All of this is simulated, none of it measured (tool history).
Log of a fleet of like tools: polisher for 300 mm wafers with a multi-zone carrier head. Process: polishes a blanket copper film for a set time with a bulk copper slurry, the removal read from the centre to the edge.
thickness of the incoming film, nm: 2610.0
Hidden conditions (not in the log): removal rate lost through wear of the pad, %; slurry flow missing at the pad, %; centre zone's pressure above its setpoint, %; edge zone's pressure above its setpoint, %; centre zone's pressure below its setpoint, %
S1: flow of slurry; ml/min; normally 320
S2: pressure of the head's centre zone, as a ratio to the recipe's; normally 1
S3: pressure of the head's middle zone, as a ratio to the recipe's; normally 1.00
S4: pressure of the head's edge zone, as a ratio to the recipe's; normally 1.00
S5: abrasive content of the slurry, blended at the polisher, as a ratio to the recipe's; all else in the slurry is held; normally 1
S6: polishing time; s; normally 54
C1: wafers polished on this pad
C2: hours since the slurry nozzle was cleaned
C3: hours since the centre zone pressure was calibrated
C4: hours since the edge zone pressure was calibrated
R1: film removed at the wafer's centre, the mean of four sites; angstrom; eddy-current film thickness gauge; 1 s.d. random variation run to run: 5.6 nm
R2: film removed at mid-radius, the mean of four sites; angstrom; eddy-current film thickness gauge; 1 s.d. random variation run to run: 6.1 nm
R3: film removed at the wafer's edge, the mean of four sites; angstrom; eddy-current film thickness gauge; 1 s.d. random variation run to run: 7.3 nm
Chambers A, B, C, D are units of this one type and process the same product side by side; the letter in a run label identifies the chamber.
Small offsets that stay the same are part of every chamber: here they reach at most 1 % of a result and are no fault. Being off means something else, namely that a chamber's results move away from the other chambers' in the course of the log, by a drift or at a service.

run 1B hour=9.4 | S1=320 S2=1 S3=1.00 S4=1.00 S5=1 S6=54 | C1=352 C2=95.6 C3=1048.5 C4=45.9 | R1=5829.0 R2=6046.4 R3=5838.2
-- hour=14.7 chamber A: worn pad replaced by a new one
run 2A hour=16.7 | S1=320 S2=1 S3=1.00 S4=1.00 S5=1 S6=54 | C1=32 C2=217.8 C3=386.9 C4=223.2 | R1=5900.8 R2=5898.3 R3=5958.9
run 3D hour=26.7 | S1=320 S2=1 S3=1.00 S4=1.00 S5=1 S6=54 | C1=446 C2=306.7 C3=283.2 C4=637.1 | R1=5928.0 R2=5963.7 R3=5767.3
run 4C hour=32.2 | S1=320 S2=1 S3=1.00 S4=1.00 S5=1 S6=54 | C1=939 C2=83.0 C3=713.4 C4=132.3 | R1=5798.9 R2=5955.9 R3=5853.1
run 5B hour=41.2 | S1=320 S2=1 S3=1.00 S4=1.00 S5=1 S6=54 | C1=851 C2=127.4 C3=1080.3 C4=77.7 | R1=5805.6 R2=5829.6 R3=5958.7
run 6A hour=51.3 | S1=230 S2=1 S3=1.00 S4=1.12 S5=1 S6=54 | C1=576 C2=252.4 C3=421.5 C4=257.8 | R1=5502.0 R2=5622.2 R3=6051.9
-- hour=53.3 chamber C: worn pad replaced by a new one
run 7D hour=61.5 | S1=230 S2=1 S3=1.00 S4=1.12 S5=1 S6=54 | C1=993 C2=341.5 C3=318.0 C4=671.9 | R1=5732.6 R2=5863.1 R3=6093.0
run 8C hour=70.0 | S1=230 S2=1 S3=1.00 S4=1.12 S5=1 S6=54 | C1=263 C2=120.8 C3=751.2 C4=170.1 | R1=5717.8 R2=5871.0 R3=6311.0
-- hour=74.0 chamber C: centre zone pressure recalibrated
-- hour=75.4 chamber D: worn pad replaced by a new one
run 9D hour=76.3 | S1=230 S2=1 S3=1.00 S4=1.12 S5=1 S6=54 | C1=14 C2=356.3 C3=332.8 C4=686.7 | R1=5715.3 R2=5760.0 R3=6246.9
-- hour=79.5 chamber A: worn pad replaced by a new one
run 10A hour=85.6 | S1=320 S2=1 S3=1.00 S4=1.00 S5=1 S6=54 | C1=97 C2=286.7 C3=455.8 C4=292.1 | R1=5973.5 R2=5858.5 R3=5839.8
-- hour=88.6 chamber B: worn pad replaced by a new one
run 11B hour=93.3 | S1=320 S2=1 S3=1.00 S4=1.00 S5=1 S6=54 | C1=74 C2=179.5 C3=1132.4 C4=129.8 | R1=5942.3 R2=5965.1 R3=5905.4
run 12C hour=99.3 | S1=230 S2=1 S3=1.00 S4=1.00 S5=1 S6=54 | C1=723 C2=150.1 C3=25.4 C4=199.4 | R1=5671.5 R2=5769.0 R3=5802.1
-- hour=100.3 chamber D: centre zone pressure recalibrated
run 13D hour=104.2 | S1=230 S2=1 S3=1.00 S4=1.00 S5=1 S6=54 | C1=452 C2=384.2 C3=3.9 C4=714.6 | R1=6343.7 R2=5803.4 R3=5759.5
run 14A hour=108.8 | S1=230 S2=1 S3=1.00 S4=1.00 S5=1 S6=54 | C1=461 C2=309.9 C3=479.0 C4=315.3 | R1=5607.8 R2=5688.0 R3=5687.3
-- hour=115.9 chamber A: centre zone pressure recalibrated
run 15B hour=117.5 | S1=230 S2=1 S3=1.00 S4=1.00 S5=1 S6=54 | C1=454 C2=203.7 C3=1156.6 C4=154.0 | R1=5630.2 R2=5800.1 R3=5643.1
run 16C hour=127.8 | S1=320 S2=1 S3=1.00 S4=1.00 S5=1 S6=54 | C1=1170 C2=178.6 C3=53.9 C4=227.9 | R1=5903.3 R2=6009.2 R3=5854.1
run 17D hour=132.4 | S1=320 S2=1 S3=1.00 S4=1.00 S5=1 S6=54 | C1=895 C2=412.4 C3=32.1 C4=742.8 | R1=6504.0 R2=5992.2 R3=5819.3
-- hour=136.3 chamber B: centre zone pressure recalibrated
-- hour=138.0 chamber D: worn pad replaced by a new one
run 18C hour=139.5 | S1=320 S2=1 S3=1.00 S4=1.00 S5=1 S6=54 | C1=1354 C2=190.3 C3=65.6 C4=239.6 | R1=5834.6 R2=5920.5 R3=5917.9
-- hour=141.3 chamber C: worn pad replaced by a new one
run 19A hour=148.2 | S1=320 S2=1 S3=1.00 S4=1.00 S5=1 S6=54 | C1=1080 C2=349.3 C3=32.4 C4=354.7 | R1=5770.1 R2=5752.5 R3=5966.4
-- hour=150.0 chamber C: slurry nozzle cleaned
-- hour=150.1 chamber A: worn pad replaced by a new one
run 20B hour=158.0 | S1=320 S2=1 S3=0.89 S4=1.00 S5=1 S6=36 | C1=1090 C2=244.2 C3=21.7 C4=194.5 | R1=3944.4 R2=3478.5 R3=4013.9
run 21C hour=165.1 | S1=320 S2=1 S3=0.89 S4=1.00 S5=1 S6=36 | C1=374 C2=15.2 C3=91.2 C4=265.2 | R1=3958.6 R2=3640.4 R3=3980.3
run 22A hour=170.6 | S1=320 S2=1 S3=0.89 S4=1.00 S5=1 S6=36 | C1=322 C2=371.7 C3=54.8 C4=377.1 | R1=3925.3 R2=3514.9 R3=3950.0
-- hour=174.1 chamber B: worn pad replaced by a new one
run 23B hour=176.3 | S1=320 S2=1 S3=0.89 S4=1.00 S5=1 S6=36 | C1=34 C2=262.5 C3=40.0 C4=212.8 | R1=3984.4 R2=3537.2 R3=3989.2
run 24D hour=181.0 | S1=320 S2=1 S3=1.00 S4=1.00 S5=1 S6=54 | C1=675 C2=461.0 C3=80.7 C4=791.4 | R1=6622.7 R2=5913.2 R3=5834.7
run 25A hour=191.0 | S1=320 S2=1 S3=1.00 S4=1.00 S5=1 S6=54 | C1=642 C2=392.1 C3=75.2 C4=397.5 | R1=5865.5 R2=5828.0 R3=5874.2
run 26D hour=200.5 | S1=320 S2=1 S3=1.00 S4=1.00 S5=1 S6=54 | C1=981 C2=480.5 C3=100.2 C4=810.9 | R1=6588.9 R2=5915.7 R3=6029.0

Is one chamber out of step, is the gauge drifting, or do the chambers differ by no more than their own small offsets? For an off chamber, give its letter and the likeliest cause.

Chamber D has stood off from the others ever since a service on it.
Most likely cause: centre zone's pressure above its setpoint, % = 9.56.

Chamber D could run next with any of the 4 candidate recipes listed below; each alters the usual settings, and their results appear as question marks. Which one brings its results back in line with what the other chambers deliver on the usual settings?
Allowed miss from the other chambers' usual-settings mean, per result, to count as in line: R1 200.0 angstrom; R2 210.0 angstrom; R3 250.0 angstrom
run 27D-1 hour=207.9 | S1=320 S2=1.03 S3=1.00 S4=0.99 S5=1 S6=54 | R1=? R2=? R3=?
run 27D-2 hour=207.9 | S1=315 S2=0.92 S3=1.01 S4=1.03 S5=1 S6=53 | R1=? R2=? R3=?
run 27D-3 hour=207.9 | S1=320 S2=0.97 S3=1.00 S4=1.01 S5=1 S6=54 | R1=? R2=? R3=?
run 27D-4 hour=207.9 | S1=325 S2=1.08 S3=0.99 S4=0.97 S5=1 S6=55 | R1=? R2=? R3=?

Other chambers, usual settings, mean: R1 5881.9 angstrom; R2 5892.6 angstrom; R3 5907.1 angstrom
run=27D-1 R1=6784.0 R2=6004.6 R3=5826.1
run=27D-2 R1=5890.1 R2=5942.2 R3=5832.7
run=27D-3 R1=6362.0 R2=6006.7 R3=5888.2
run=27D-4 R1=7278.5 R2=6066.9 R3=5877.8
It is 27D-2 that realigns the chamber with its peers.
